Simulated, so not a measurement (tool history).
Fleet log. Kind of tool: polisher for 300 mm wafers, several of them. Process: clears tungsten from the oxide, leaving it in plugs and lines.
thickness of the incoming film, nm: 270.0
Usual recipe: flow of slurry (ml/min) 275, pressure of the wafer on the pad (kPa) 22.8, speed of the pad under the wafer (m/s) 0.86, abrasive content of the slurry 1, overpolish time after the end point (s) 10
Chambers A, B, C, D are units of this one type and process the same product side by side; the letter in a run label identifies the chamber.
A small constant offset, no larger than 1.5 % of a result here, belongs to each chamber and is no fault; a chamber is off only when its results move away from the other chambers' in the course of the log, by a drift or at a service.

| run | day | flow of slurry (ml/min) | pressure of the wafer on the pad (kPa) | speed of the pad under the wafer (m/s) | abrasive content of the slurry | overpolish time after the end point (s) | time until the end point was called (s) |
|---|---|---|---|---|---|---|---|
| 1B | 0.117 | 275 | 22.8 | 0.86 | 1 | 10 | 66.753 |
| 2D | 0.296 | 275 | 22.8 | 0.86 | 1 | 10 | 65.919 |
|  | 0.379 | chamber D: worn pad replaced by a new one |
| 3A | 0.458 | 275 | 22.8 | 0.86 | 1 | 10 | 66.826 |
| 4C | 0.612 | 275 | 22.8 | 0.86 | 1 | 10 | 67.159 |
| 5A | 0.746 | 275 | 22.8 | 0.86 | 1 | 10 | 67.363 |
| 6D | 0.888 | 275 | 22.8 | 0.86 | 1 | 10 | 66.558 |
|  | 0.908 | chamber B: slurry nozzle cleaned |
|  | 0.967 | chamber A: slurry blender recalibrated |
|  | 0.996 | chamber A: slurry tank refilled with fresh slurry and peroxide |
| 7C | 1 | 275 | 22.8 | 0.86 | 1 | 10 | 68.266 |
|  | 1.071 | chamber B: worn pad replaced by a new one |
| 8B | 1.125 | 220 | 22.8 | 0.86 | 1 | 10 | 69.191 |
| 9C | 1.262 | 220 | 22.8 | 0.86 | 1 | 10 | 68.596 |
| 10D | 1.35 | 220 | 22.8 | 0.86 | 1 | 10 | 66.674 |
| 11B | 1.517 | 220 | 22.8 | 0.86 | 1 | 10 | 67.827 |
| 12A | 1.642 | 275 | 22.8 | 0.86 | 1 | 10 | 66.17 |
|  | 1.704 | chamber C: worn pad replaced by a new one |
| 13C | 1.783 | 275 | 22.8 | 0.86 | 1 | 10 | 66.738 |
| 14B | 1.875 | 275 | 22.8 | 0.86 | 1 | 10 | 67.862 |
| 15D | 2.017 | 275 | 22.8 | 0.86 | 0.75 | 10 | 69.461 |
|  | 2.088 | chamber C: slurry blender recalibrated |
| 16A | 2.158 | 275 | 22.8 | 0.86 | 0.75 | 10 | 72.844 |
|  | 2.171 | chamber D: head pressure recalibrated |
| 17C | 2.329 | 275 | 22.8 | 0.86 | 0.75 | 10 | 73.466 |
|  | 2.404 | chamber A: worn pad replaced by a new one |
| 18A | 2.479 | 275 | 22.8 | 0.86 | 0.75 | 10 | 70.335 |
| 19D | 2.642 | 305 | 22.8 | 0.86 | 1 | 15 | 64.337 |
| 20B | 2.796 | 305 | 22.8 | 0.86 | 1 | 15 | 67.94 |
|  | 2.879 | chamber D: slurry tank refilled with fresh slurry and peroxide |
| 21A | 2.908 | 305 | 22.8 | 0.86 | 1 | 15 | 65.599 |
| 22B | 3.025 | 305 | 22.8 | 0.86 | 1 | 15 | 70.057 |
| 23C | 3.15 | 275 | 22.8 | 0.86 | 1 | 10 | 68.077 |
| 24D | 3.254 | 275 | 17.9 | 0.86 | 1 | 10 | 82.948 |
| 25B | 3.388 | 275 | 17.9 | 0.86 | 1 | 10 | 90.241 |
| 26D | 3.483 | 275 | 17.9 | 0.86 | 1 | 10 | 82.615 |
| 27C | 3.583 | 275 | 17.9 | 0.86 | 1 | 10 | 86.512 |
| 28A | 3.667 | 275 | 22.8 | 0.86 | 1 | 10 | 67.114 |
| 29D | 3.758 | 275 | 22.8 | 0.86 | 1 | 10 | 65.427 |
| 30A | 3.846 | 275 | 22.8 | 0.86 | 1 | 10 | 67.016 |
| 31C | 3.938 | 275 | 22.8 | 0.86 | 0.85 | 10 | 68.822 |
| 32B | 4.067 | 275 | 22.8 | 0.86 | 0.85 | 10 | 76.022 |
| 33A | 4.162 | 275 | 22.8 | 0.86 | 0.85 | 10 | 69.179 |
| 34C | 4.333 | 275 | 22.8 | 0.86 | 0.85 | 10 | 69.824 |

Has any chamber moved away from the others, gradually or after a service, or does the common gauge drift, or do the chambers differ only by their own small steady offsets? State the chamber and the most likely cause if one applies.

Little by little, chamber B moves away from the other chambers.
Likeliest cause: abrasive missing from the slurry, % = 36.2.
With only this log, it may be confused with: removal rate lost through wear of the pad, %; head's pressure below its setpoint, %; peroxide lost from the slurry, %.

Chamber B could run next with any of the 4 candidate recipes listed below; each alters the usual settings, and their results appear as question marks. Which one brings its results back in line with what the other chambers deliver on the usual settings?
To be in line, a result may differ from the other chambers' mean on the usual settings by at most: time until the end point was called (s) 2.7
| 35B-1 | 4.467 | 275 | 22.8 | 0.78 | 1 | 10 | ? |
| 35B-2 | 4.467 | 205 | 22.8 | 0.86 | 1 | 10 | ? |
| 35B-3 | 4.467 | 275 | 23.4 | 0.86 | 1 | 10 | ? |
| 35B-4 | 4.467 | 275 | 24.1 | 0.9 | 1 | 10 | ? |

Mean of the other chambers on the usual settings: time until the end point was called (s) 66.96
| run | time until the end point was called (s) |
|---|---|
| 35B-1 | 80.875 |
| 35B-2 | 75.887 |
| 35B-3 | 71.304 |
| 35B-4 | 66.232 |
It is 35B-4 that realigns the chamber with its peers.
